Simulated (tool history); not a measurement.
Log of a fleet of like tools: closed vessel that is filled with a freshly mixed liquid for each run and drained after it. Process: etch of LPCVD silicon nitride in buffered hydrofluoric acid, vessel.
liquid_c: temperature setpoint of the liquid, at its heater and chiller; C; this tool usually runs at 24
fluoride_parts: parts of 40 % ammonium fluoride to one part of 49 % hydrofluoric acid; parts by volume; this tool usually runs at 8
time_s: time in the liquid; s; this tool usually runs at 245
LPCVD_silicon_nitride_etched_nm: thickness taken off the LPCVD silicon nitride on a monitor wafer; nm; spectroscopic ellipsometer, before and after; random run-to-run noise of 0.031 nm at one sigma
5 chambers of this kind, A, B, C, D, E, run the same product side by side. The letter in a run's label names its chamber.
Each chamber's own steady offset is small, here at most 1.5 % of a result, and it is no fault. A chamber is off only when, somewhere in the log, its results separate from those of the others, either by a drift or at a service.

run	hour	liquid_c	fluoride_parts	time_s	read-back film thickness of the LPCVD silicon nitride reference wafer, read on the same gauge (nm)	LPCVD_silicon_nitride_etched_nm
1B	4.3	24	8	245	110	4.0132
# hour 6.7: chamber C: thermometer replaced
2A	11.1	24	8	245	109.99	4.0435
3C	18.4	24	8	245	109.97	4.0593
4E	25.5	24	8	245	109.95	4.0164
5D	30.5	24	8	245	110.01	4.0389
6B	37.2	24	8	245	110.02	4.0734
7C	44.5	24	8	245	110.01	4.02
8E	50.1	24	8	245	109.99	3.9828
9A	56.7	24	8	245	110	4.0703
10D	60.3	24	8	245	110.02	4.0121
11E	64	24	8	245	110	4.0146
12C	69.5	24	8	245	109.97	4.0269
13D	74.2	24	8	245	109.99	4.0643
14A	79.6	24	8	245	110	4.0997
15B	83.8	24	8	245	109.97	4.0513
16B	87.9	24	8	245	110.04	4.0203
17C	92.1	24	8	245	110	4.0355
18A	97.8	24	8	245	110.01	3.9993
19D	101.8	24	8	245	110	4.1328
20E	107.4	24	8	245	110	4.05
21E	112.7	24	8	245	109.99	4.0196
22D	119.6	24	8	245	109.99	4.2184
23C	125	24	8	245	110.02	4.0069
24A	130.6	24	8	245	110	4.1044
25B	134.2	24	8	245	110	4.0203
26B	137.8	24	8	245	110.01	4.0638
27D	141.5	24	8	245	110.01	4.2933
28C	147.9	24	8	245	109.99	4.0537
29A	154.3	24	8	245	109.98	4.0455
30E	161.7	28.5	9.5	245	109.99	4.3777
31C	168.7	28.5	9.5	245	109.98	4.3231
32E	173.2	28.5	9.5	245	109.96	4.4184
33A	180.2	28.5	9.5	245	110.01	4.4486
# hour 185.5: chamber D: hydrofluoric acid flow meter replaced
34D	185.7	28.5	9.5	245	109.99	4.8112
35B	190.9	28	6	245	109.99	6.6459
36C	198	28	6	245	110	6.6932

One chamber off, gauge drift, or nothing amiss beyond the chambers' own small offsets? If it is a chamber, which one, and what is the likeliest cause?

It is chamber D that slowly wanders off from its peers.
Most likely cause: liquid hotter than its thermometer reads (K) = 2.02.

Below are 4 candidate recipes for chamber D's next run, each the usual settings with a change, their results shown as question marks. Which of them brings D's results back in line with what the other chambers give on the usual settings?
In line means no further than this from the other chambers' mean on the usual settings: LPCVD_silicon_nitride_etched_nm 0.11 nm
37D-1	203.6	23	8	245		?
37D-2	203.6	24	8	260		?
37D-3	203.6	22	8	245		?
37D-4	203.6	24.5	8	265		?

Other chambers, usual settings, mean: LPCVD_silicon_nitride_etched_nm 4.0395 nm
run	LPCVD_silicon_nitride_etched_nm
37D-1	4.2779
37D-2	4.7888
37D-3	4.0563
37D-4	5.0109
37D-3 puts the chamber back in line with the other chambers.
